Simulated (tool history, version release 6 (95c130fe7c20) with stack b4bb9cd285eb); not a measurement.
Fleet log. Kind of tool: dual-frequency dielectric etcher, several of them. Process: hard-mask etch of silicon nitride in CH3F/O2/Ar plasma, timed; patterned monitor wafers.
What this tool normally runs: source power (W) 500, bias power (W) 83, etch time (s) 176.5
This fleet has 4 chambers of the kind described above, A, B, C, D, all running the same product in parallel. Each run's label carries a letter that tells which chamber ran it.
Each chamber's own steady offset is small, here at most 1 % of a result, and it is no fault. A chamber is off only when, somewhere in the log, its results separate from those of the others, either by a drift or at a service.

run,hour,source power (W),bias power (W),etch time (s),"read-back reference wafer on the same gauge, depth_nm",mean etch depth across the wafer (angstrom)
1A,4.2,500,83,176.5,140.95,1416.4
2B,9.8,500,83,176.5,140.93,1424.2
3C,14.7,500,83,176.5,140.94,1398.7
4D,21.7,500,83,176.5,140.86,1419.9
# hour 21.9: chamber C: wet clean of the chamber
5B,28.8,500,83,176.5,140.86,1419.7
6D,35.5,500,83,176.5,140.88,1420.3
7C,39.8,500,83,176.5,140.9,1398.1
# hour 43.1: chamber D: bias power generator calibrated
8A,44.4,500,83,176.5,140.86,1410.2
9D,48.9,500,83,176.5,140.73,1418.5
# hour 53: chamber B: wet clean of the chamber
10B,55,500,83,176.5,140.82,1418.1
11A,60.9,500,83,176.5,140.8,1412.8
12C,65.2,590,83,176.5,140.74,1484.5
13D,69.7,590,83,176.5,140.72,1504.5
14B,74.2,590,83,176.5,140.77,1514.9
15C,80.6,590,83,176.5,140.72,1485
16A,83.9,500,83,176.5,140.66,1411.1
17B,90.2,500,83,176.5,140.66,1419.3
18D,96,500,83,176.5,140.63,1413.2
19A,102.2,500,71,176.5,140.67,1335.4
20C,107.1,500,71,176.5,140.6,1321.8
21C,112.5,500,71,176.5,140.58,1323.6
22A,118.7,500,71,176.5,140.55,1336.1
23D,124.5,500,83,176.5,140.49,1417.1
24B,128.6,500,83,176.5,140.56,1412.5
25C,134.2,500,83,176.5,140.5,1395.9
26B,138.2,500,83,176.5,140.48,1415.5
27D,142,500,83,176.5,140.51,1415.4
28A,147.3,500,83,176.5,140.43,1411.3
29D,152.2,500,83,176.5,140.46,1413.8
30B,156,500,83,176.5,140.38,1416.6
31A,159.4,500,83,176.5,140.38,1404.5
32C,163.5,500,83,176.5,140.42,1391.5
33A,169.6,500,83,216,140.34,1723.2
34C,173.1,500,83,216,140.31,1699.7
# hour 177.5: chamber A: wet clean of the chamber
35D,179.1,500,83,216,140.3,1730.1
36B,182.5,500,83,216,140.33,1731.2
37B,186.7,500,83,176.5,140.32,1414.2
38D,192.8,500,83,176.5,140.33,1415.6
39C,199.4,500,83,176.5,140.28,1392.8
40A,205.8,500,83,176.5,140.18,1407.9

Next, every chamber runs the same settings. What will each give?
41A,211.3,500,83,199.5,,?
41B,211.3,500,83,199.5,,?
41C,211.3,500,83,199.5,,?
41D,211.3,500,83,199.5,,?

run,mean etch depth across the wafer (angstrom)
41A,1589.6
41B,1598.2
41C,1573
41D,1594.1
